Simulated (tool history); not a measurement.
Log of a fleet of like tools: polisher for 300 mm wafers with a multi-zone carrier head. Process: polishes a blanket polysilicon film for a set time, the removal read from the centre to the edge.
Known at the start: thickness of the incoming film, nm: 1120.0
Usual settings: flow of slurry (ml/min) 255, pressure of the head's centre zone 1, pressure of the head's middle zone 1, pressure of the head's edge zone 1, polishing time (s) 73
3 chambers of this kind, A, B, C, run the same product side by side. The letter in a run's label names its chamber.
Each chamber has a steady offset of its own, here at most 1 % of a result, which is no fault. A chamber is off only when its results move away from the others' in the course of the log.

run	hour	flow of slurry (ml/min)	pressure of the head's centre zone	pressure of the head's middle zone	pressure of the head's edge zone	polishing time (s)	wafers polished on this pad	hours since the slurry nozzle was cleaned	hours since the centre zone pressure was calibrated	hours since the edge zone pressure was calibrated	film removed at the wafer's centre (angstrom)	film removed at mid-radius (angstrom)	film removed at the wafer's edge (angstrom)
# hour 4.1: chamber A: worn pad replaced by a new one
1C	7.1	255	1	1	1	73	626	705.2	773.5	554.4	4095.1	4193.5	4200.5
# hour 9.5: chamber C: worn pad replaced by a new one
2A	12.3	255	1	1	1	73	125	381.4	605	27.5	4172.9	4186.7	4173.7
3B	20.8	255	1	1	1	73	1351	239.6	529.6	1050.4	4173.5	4053.9	4137.2
4C	27.1	255	1	1	1	73	269	725.2	793.5	574.4	4127.3	4158.1	4163.1
5B	34.8	255	1	1	1	73	1565	253.6	543.6	1064.4	4101.3	4009.6	4070.9
# hour 37.8: chamber B: worn pad replaced by a new one
6A	41.9	255	1	1	1	73	577	411	634.6	57.1	4168.5	4152.2	4165.2
7A	47.8	255	1	1	1	73	667	416.9	640.5	63	4199.3	4149.7	4120
# hour 51.4: chamber A: worn pad replaced by a new one
# hour 51.9: chamber C: worn pad replaced by a new one
8B	58	255	1	1	1	73	308	276.8	566.8	1087.6	4142.6	4084.8	4021
9C	62.9	255	1	1	1	73	168	761	829.3	610.2	4123.7	4176.9	4158.6
10A	73.1	255	1	1	1	73	332	442.2	665.8	88.3	4189.3	4133.3	4105.7
# hour 81: chamber C: centre zone pressure recalibrated
11C	81.6	255	1	1	1	73	453	779.7	0.7	628.9	4444.2	4083.4	4171.6
12B	92.4	255	1	1	1	73	833	311.2	601.2	1122	4111.9	4093.6	4166.7
# hour 98.2: chamber C: worn pad replaced by a new one
13B	99.2	255	1	1	1	73	937	318	608	1128.8	4153.9	4112.6	4126.2
# hour 101.5: chamber A: worn pad replaced by a new one
14C	108.3	255	1	0.96	0.92	73	155	806.4	27.4	655.6	4431	4026.8	3885
15A	117.6	255	1	0.96	0.92	73	247	486.7	710.3	132.8	4108.2	4009.6	3925
16B	124.9	255	1	0.96	0.92	73	1330	343.7	633.7	1154.5	4169.9	3923.8	3859.4
17A	130.9	255	1	1	1	73	450	500	723.6	146.1	4110.1	4094.8	4135.8
18C	136.6	255	1	1	1	73	587	834.7	55.7	683.9	4442.9	4137.8	4186.6
# hour 143.7: chamber C: worn pad replaced by a new one
19A	146.5	255	1	1	1	73	688	515.6	739.2	161.7	4148.9	4081.5	4109.2
# hour 149.3: chamber B: worn pad replaced by a new one
20C	151.5	290	1	0.96	1	73	120	849.6	70.6	698.8	4523	3992.6	4274.2
# hour 152.3: chamber A: worn pad replaced by a new one
21B	157.5	290	1	0.96	1	73	125	376.3	666.3	1187.1	4212.1	3998.8	4226.9
22C	166.6	290	1	0.96	1	73	350	864.7	85.7	713.9	4495.6	4018.6	4093.8
23A	175.4	255	1	1	1	73	352	544.5	768.1	190.6	4136.3	4146.2	4073
24B	182.7	255	1	1	1	73	510	401.5	691.5	1212.3	4139.2	4058.5	4207.4
# hour 186.4: chamber C: worn pad replaced by a new one
25A	190.9	255	1	1	1	73	589	560	783.6	206.1	4101.3	4141.9	4094.6
26C	196.5	255	1	1	1	73	154	894.6	115.6	743.8	4435.6	4126.1	4102.1
27B	203.5	255	1	1	1	73	828	422.3	712.3	1233.1	4123.9	4073.8	4100.6
# hour 206.4: chamber A: worn pad replaced by a new one
28A	212.9	255	1	1	1	73	99	582	805.6	228.1	4083	4193.7	4002.9
29B	217.6	255	1	1	1	73	1043	436.4	726.4	1247.2	4092.8	4071.3	4114.7

All 3 chambers run these settings next. Forecast each chamber's results:
30A	225.3	255	1	1	1	73					?	?	?
30B	225.3	255	1	1	1	73					?	?	?
30C	225.3	255	1	1	1	73					?	?	?

run	film removed at the wafer's centre (angstrom)	film removed at mid-radius (angstrom)	film removed at the wafer's edge (angstrom)
30A	4136	4157.9	4160.9
30B	4177.5	4058.4	4152.6
30C	4428.2	4187.9	4158.2
